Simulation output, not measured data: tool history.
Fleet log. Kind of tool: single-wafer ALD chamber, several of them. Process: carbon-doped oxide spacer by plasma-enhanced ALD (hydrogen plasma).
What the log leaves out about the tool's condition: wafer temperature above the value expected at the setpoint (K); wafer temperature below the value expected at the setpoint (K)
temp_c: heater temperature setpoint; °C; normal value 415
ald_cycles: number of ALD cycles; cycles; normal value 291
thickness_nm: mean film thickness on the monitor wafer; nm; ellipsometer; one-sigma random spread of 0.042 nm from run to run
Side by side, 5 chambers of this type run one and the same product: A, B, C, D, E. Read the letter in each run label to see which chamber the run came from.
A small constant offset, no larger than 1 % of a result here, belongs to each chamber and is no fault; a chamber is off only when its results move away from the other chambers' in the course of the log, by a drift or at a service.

| run | hour | temp_c | ald_cycles | hours since the last thermocouple change | read-back reference wafer on the same gauge, thickness_nm | thickness_nm |
|---|---|---|---|---|---|---|
| 1D | 13.7 | 415 | 291 | 790.5 | 13.399 | 13.760 |
| 2E | 21.7 | 415 | 291 | 243.0 | 13.407 | 13.834 |
| 3C | 30.3 | 415 | 291 | 435.8 | 13.397 | 13.921 |
| 4B | 42.4 | 415 | 291 | 96.6 | 13.402 | 13.869 |
| 5A | 51.0 | 415 | 291 | 1010.4 | 13.399 | 13.936 |
| 6E | 63.1 | 415 | 291 | 284.4 | 13.410 | 13.766 |
| 7A | 71.2 | 415 | 291 | 1030.6 | 13.397 | 13.854 |
| 8D | 79.8 | 415 | 291 | 856.6 | 13.407 | 13.825 |
| 9C | 92.5 | 415 | 291 | 498.0 | 13.403 | 13.987 |
| 10B | 104.7 | 401 | 248 | 158.9 | 13.409 | 12.383 |
| 11A | 111.4 | 401 | 248 | 1070.8 | 13.394 | 12.366 |
| 12C | 123.5 | 401 | 248 | 529.0 | 13.403 | 12.397 |
| 13E | 131.6 | 401 | 248 | 352.9 | 13.402 | 12.323 |
| 14D | 144.3 | 401 | 248 | 921.1 | 13.399 | 12.332 |
| 15B | 155.9 | 415 | 291 | 210.1 | 13.395 | 14.017 |
| 16D | 167.1 | 415 | 291 | 943.9 | 13.400 | 13.816 |
| 17B | 174.6 | 415 | 291 | 228.8 | 13.408 | 13.958 |
| 18E | 185.6 | 415 | 291 | 406.9 | 13.404 | 13.816 |
| 19A | 193.1 | 415 | 291 | 1152.5 | 13.406 | 13.904 |
| 20C | 206.4 | 415 | 267 | 611.9 | 13.399 | 12.774 |
| 21D | 216.1 | 415 | 267 | 992.9 | 13.405 | 12.734 |
| 22E | 228.8 | 415 | 267 | 450.1 | 13.396 | 12.684 |
| 23B | 241.6 | 415 | 267 | 295.8 | 13.402 | 12.842 |
| 24A | 251.4 | 415 | 267 | 1210.8 | 13.399 | 12.739 |
| 25C | 259.5 | 415 | 291 | 665.0 | 13.397 | 13.934 |
| 26A | 271.8 | 415 | 291 | 1231.2 | 13.400 | 13.878 |
| 27C | 282.8 | 415 | 291 | 688.3 | 13.399 | 13.909 |
| 28D | 294.5 | 415 | 291 | 1071.3 | 13.404 | 13.862 |
| 29E | 302.3 | 415 | 291 | 523.6 | 13.403 | 13.850 |
| 30B | 311.2 | 415 | 291 | 365.4 | 13.393 | 13.945 |
| 31D | 324.3 | 415 | 291 | 1101.1 | 13.400 | 13.735 |
| 32A | 336.0 | 415 | 291 | 1295.4 | 13.409 | 13.887 |

The same settings go to every chamber for the next run, one line per chamber below. Forecast the results for each:
| 33A | 346.0 | 415 | 291 |  |  | ? |
| 33B | 346.0 | 415 | 291 |  |  | ? |
| 33C | 346.0 | 415 | 291 |  |  | ? |
| 33D | 346.0 | 415 | 291 |  |  | ? |
| 33E | 346.0 | 415 | 291 |  |  | ? |

| run | thickness_nm |
|---|---|
| 33A | 13.852 |
| 33B | 13.996 |
| 33C | 13.871 |
| 33D | 13.879 |
| 33E | 13.873 |
